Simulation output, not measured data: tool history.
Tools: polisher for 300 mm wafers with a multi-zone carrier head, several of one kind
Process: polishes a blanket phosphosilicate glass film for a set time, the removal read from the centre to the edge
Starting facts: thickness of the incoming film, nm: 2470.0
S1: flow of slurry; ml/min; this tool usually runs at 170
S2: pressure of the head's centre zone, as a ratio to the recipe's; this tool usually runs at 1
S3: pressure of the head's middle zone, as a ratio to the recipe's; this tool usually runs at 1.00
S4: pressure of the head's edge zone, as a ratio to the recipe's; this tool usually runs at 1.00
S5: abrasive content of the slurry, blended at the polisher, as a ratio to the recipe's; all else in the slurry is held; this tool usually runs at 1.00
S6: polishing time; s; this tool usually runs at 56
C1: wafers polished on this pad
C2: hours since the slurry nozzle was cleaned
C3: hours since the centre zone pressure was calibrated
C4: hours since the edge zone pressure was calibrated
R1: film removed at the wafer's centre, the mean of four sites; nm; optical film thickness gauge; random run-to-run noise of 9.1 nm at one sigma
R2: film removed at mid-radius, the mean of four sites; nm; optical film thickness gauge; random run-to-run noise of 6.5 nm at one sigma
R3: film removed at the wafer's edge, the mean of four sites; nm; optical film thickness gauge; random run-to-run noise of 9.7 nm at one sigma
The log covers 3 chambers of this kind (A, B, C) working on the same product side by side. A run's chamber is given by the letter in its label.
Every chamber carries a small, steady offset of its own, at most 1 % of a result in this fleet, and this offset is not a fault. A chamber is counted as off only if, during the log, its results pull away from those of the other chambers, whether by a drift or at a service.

| run | hour | S1 | S2 | S3 | S4 | S5 | S6 | C1 | C2 | C3 | C4 | R1 | R2 | R3 |
|---|---|---|---|---|---|---|---|---|---|---|---|---|---|---|
|  | 2.9 | chamber C: worn pad replaced by a new one |
| 1A | 10.1 | 170 | 1 | 1.00 | 1.00 | 1.00 | 56 | 721 | 391.6 | 66.8 | 324.9 | 646.59 | 647.29 | 641.03 |
| 2B | 18.7 | 170 | 1 | 1.00 | 1.00 | 1.00 | 56 | 839 | 187.6 | 439.7 | 898.4 | 636.25 | 650.19 | 661.45 |
|  | 24.6 | chamber A: worn pad replaced by a new one |
| 3C | 25.0 | 170 | 1 | 1.00 | 1.00 | 1.00 | 56 | 258 | 93.2 | 369.6 | 91.1 | 650.86 | 652.89 | 664.73 |
| 4A | 35.6 | 170 | 1 | 1.00 | 1.00 | 1.00 | 56 | 129 | 417.1 | 92.3 | 350.4 | 646.62 | 634.37 | 643.57 |
|  | 36.8 | chamber B: worn pad replaced by a new one |
| 5B | 47.4 | 170 | 1 | 1.00 | 1.00 | 1.00 | 56 | 124 | 216.3 | 468.4 | 927.1 | 652.50 | 656.63 | 643.13 |
| 6C | 54.3 | 170 | 1 | 1.00 | 1.00 | 1.00 | 56 | 600 | 122.5 | 398.9 | 120.4 | 665.88 | 653.86 | 650.24 |
|  | 55.9 | chamber B: slurry nozzle cleaned |
| 7A | 65.4 | 170 | 1 | 1.00 | 1.00 | 1.00 | 56 | 477 | 446.9 | 122.1 | 380.2 | 666.32 | 644.19 | 656.48 |
|  | 73.9 | chamber A: edge zone pressure recalibrated |
| 8B | 76.6 | 170 | 1 | 1.00 | 1.00 | 1.00 | 56 | 465 | 20.7 | 497.6 | 956.3 | 653.56 | 654.49 | 656.08 |
|  | 84.0 | chamber C: worn pad replaced by a new one |
| 9C | 89.3 | 170 | 1 | 1.00 | 1.00 | 1.00 | 56 | 62 | 157.5 | 433.9 | 155.4 | 657.09 | 658.99 | 629.28 |
| 10B | 100.6 | 170 | 1 | 1.00 | 1.00 | 1.00 | 56 | 745 | 44.7 | 521.6 | 980.3 | 666.34 | 659.88 | 651.69 |
| 11C | 110.4 | 170 | 1 | 1.00 | 1.00 | 1.00 | 56 | 309 | 178.6 | 455.0 | 176.5 | 659.32 | 648.31 | 665.41 |
|  | 112.1 | chamber A: worn pad replaced by a new one |
|  | 115.5 | chamber B: worn pad replaced by a new one |
| 12A | 119.8 | 170 | 1 | 1.00 | 1.00 | 1.00 | 56 | 90 | 501.3 | 176.5 | 45.9 | 629.65 | 630.24 | 636.92 |
| 13A | 129.5 | 170 | 1 | 1.00 | 1.00 | 1.00 | 56 | 204 | 511.0 | 186.2 | 55.6 | 643.16 | 637.77 | 644.98 |
| 14C | 138.4 | 170 | 1 | 1.00 | 1.00 | 1.00 | 56 | 636 | 206.6 | 483.0 | 204.5 | 648.02 | 656.90 | 640.77 |
| 15B | 151.4 | 170 | 1 | 1.00 | 1.00 | 1.00 | 56 | 419 | 95.5 | 572.4 | 1031.1 | 661.35 | 660.17 | 655.13 |
| 16A | 158.3 | 170 | 1 | 1.00 | 1.00 | 1.00 | 56 | 540 | 539.8 | 215.0 | 84.4 | 651.33 | 650.45 | 645.86 |
|  | 170.4 | chamber C: worn pad replaced by a new one |
| 17C | 170.8 | 170 | 1 | 1.00 | 1.00 | 1.00 | 56 | 5 | 239.0 | 515.4 | 236.9 | 652.67 | 659.08 | 665.92 |
| 18B | 180.6 | 170 | 1 | 1.00 | 1.00 | 1.00 | 56 | 760 | 124.7 | 601.6 | 1060.3 | 643.88 | 653.67 | 646.12 |
| 19B | 188.4 | 170 | 1 | 1.00 | 1.00 | 1.00 | 56 | 851 | 132.5 | 609.4 | 1068.1 | 660.68 | 654.05 | 662.27 |
|  | 189.7 | chamber B: centre zone pressure recalibrated |
|  | 194.7 | chamber A: worn pad replaced by a new one |
| 20C | 200.8 | 170 | 1 | 1.00 | 1.00 | 1.00 | 56 | 355 | 269.0 | 545.4 | 266.9 | 635.16 | 649.78 | 645.68 |
|  | 204.3 | chamber B: worn pad replaced by a new one |
| 21A | 213.5 | 170 | 1 | 1.00 | 0.91 | 1.25 | 56 | 219 | 595.0 | 270.2 | 139.6 | 701.26 | 695.17 | 669.97 |
| 22C | 223.6 | 170 | 1 | 1.00 | 0.91 | 1.25 | 56 | 621 | 291.8 | 568.2 | 289.7 | 706.99 | 716.43 | 692.65 |
| 23B | 235.3 | 170 | 1 | 1.00 | 0.91 | 1.25 | 56 | 362 | 179.4 | 45.7 | 1115.0 | 717.22 | 722.18 | 680.26 |
| 24A | 245.2 | 170 | 1 | 1.00 | 1.00 | 1.00 | 56 | 590 | 626.7 | 301.9 | 171.3 | 629.34 | 627.22 | 639.98 |
| 25C | 252.3 | 170 | 1 | 1.00 | 1.00 | 1.00 | 56 | 956 | 320.5 | 596.9 | 318.4 | 641.91 | 661.08 | 669.66 |
|  | 253.0 | chamber C: edge zone pressure recalibrated |
|  | 258.4 | chamber C: worn pad replaced by a new one |
| 26B | 258.4 | 170 | 1 | 1.00 | 1.00 | 1.00 | 56 | 631 | 202.5 | 68.8 | 1138.1 | 651.13 | 658.49 | 658.50 |
| 27A | 265.1 | 170 | 1 | 1.00 | 1.00 | 1.00 | 56 | 822 | 646.6 | 321.8 | 191.2 | 622.74 | 626.32 | 636.43 |
|  | 267.7 | chamber A: worn pad replaced by a new one |
| 28C | 272.9 | 170 | 1 | 1.00 | 1.00 | 1.00 | 56 | 170 | 341.1 | 617.5 | 20.0 | 643.36 | 648.92 | 642.07 |
|  | 275.2 | chamber B: slurry nozzle cleaned |
| 29A | 285.6 | 170 | 1 | 1.00 | 1.00 | 1.00 | 56 | 209 | 667.1 | 342.3 | 211.7 | 611.94 | 615.78 | 626.85 |
|  | 291.8 | chamber B: edge zone pressure recalibrated |
|  | 293.9 | chamber C: centre zone pressure recalibrated |
| 30B | 296.6 | 170 | 1 | 1.00 | 1.00 | 1.00 | 56 | 1077 | 21.4 | 107.0 | 4.8 | 650.97 | 648.55 | 661.58 |
|  | 298.5 | chamber B: worn pad replaced by a new one |
| 31B | 303.8 | 170 | 1 | 1.00 | 1.00 | 1.00 | 56 | 62 | 28.6 | 114.2 | 12.0 | 653.70 | 657.87 | 652.89 |
| 32C | 314.9 | 170 | 1 | 1.00 | 1.00 | 1.00 | 56 | 660 | 383.1 | 21.0 | 62.0 | 646.81 | 650.87 | 641.91 |
| 33A | 322.8 | 170 | 1 | 1.00 | 1.00 | 1.00 | 56 | 643 | 704.3 | 379.5 | 248.9 | 612.45 | 598.96 | 629.12 |
| 34A | 332.8 | 170 | 1 | 0.92 | 1.00 | 0.90 | 56 | 760 | 714.3 | 389.5 | 258.9 | 580.82 | 541.44 | 590.08 |
| 35B | 338.5 | 170 | 1 | 0.92 | 1.00 | 0.90 | 56 | 467 | 63.3 | 148.9 | 46.7 | 592.80 | 571.54 | 610.46 |
|  | 342.5 | chamber A: worn pad replaced by a new one |
| 36C | 346.2 | 170 | 1 | 0.92 | 1.00 | 0.90 | 56 | 1026 | 414.4 | 52.3 | 93.3 | 619.92 | 570.49 | 625.98 |
| 37B | 352.5 | 225 | 1 | 1.00 | 1.00 | 1.00 | 56 | 631 | 77.3 | 162.9 | 60.7 | 679.38 | 676.81 | 670.99 |
|  | 353.6 | chamber C: worn pad replaced by a new one |
| 38A | 360.9 | 225 | 1 | 1.00 | 1.00 | 1.00 | 56 | 215 | 742.4 | 417.6 | 287.0 | 642.44 | 636.71 | 642.17 |
| 39C | 370.6 | 225 | 1 | 1.00 | 1.00 | 1.00 | 56 | 199 | 438.8 | 76.7 | 117.7 | 674.95 | 685.63 | 663.06 |
| 40B | 381.0 | 170 | 1 | 1.00 | 1.00 | 1.00 | 56 | 964 | 105.8 | 191.4 | 89.2 | 640.88 | 653.68 | 647.30 |
| 41A | 388.2 | 170 | 1 | 1.00 | 1.00 | 1.00 | 56 | 533 | 769.7 | 444.9 | 314.3 | 586.72 | 595.79 | 622.35 |

Is one chamber off against the others, does the gauge drift, or is nothing wrong? If a chamber is off, say which, and what the likeliest cause is.

One chamber, A, drifts off from the rest bit by bit.
Likeliest cause: slurry flow missing at the pad, % = 36.1.

Which of the 4 candidates below, each the usual settings with something changed and its results left as question marks, puts chamber A back in line with what the other chambers give on the usual settings?
Allowed miss from the other chambers' usual-settings mean, per result, to count as in line: R1 31.00 nm; R2 23.00 nm; R3 34.00 nm
| 42A-1 | 397.6 | 160 | 0.99 | 0.96 | 1.02 | 0.95 | 50 |  |  |  |  | ? | ? | ? |
| 42A-2 | 397.6 | 165 | 0.99 | 0.97 | 1.02 | 1.00 | 52 |  |  |  |  | ? | ? | ? |
| 42A-3 | 397.6 | 180 | 1.01 | 1.04 | 0.98 | 1.05 | 62 |  |  |  |  | ? | ? | ? |
| 42A-4 | 397.6 | 175 | 1.00 | 1.02 | 0.99 | 1.00 | 60 |  |  |  |  | ? | ? | ? |

What the other chambers average on the usual settings: R1 647.50 nm; R2 652.09 nm; R3 653.06 nm
| run | R1 | R2 | R3 |
|---|---|---|---|
| 42A-1 | 499.49 | 487.21 | 530.05 |
| 42A-2 | 537.27 | 528.28 | 567.73 |
| 42A-3 | 687.47 | 701.73 | 687.46 |
| 42A-4 | 638.35 | 648.02 | 651.23 |
With 42A-4, the chamber falls back in line with the rest.
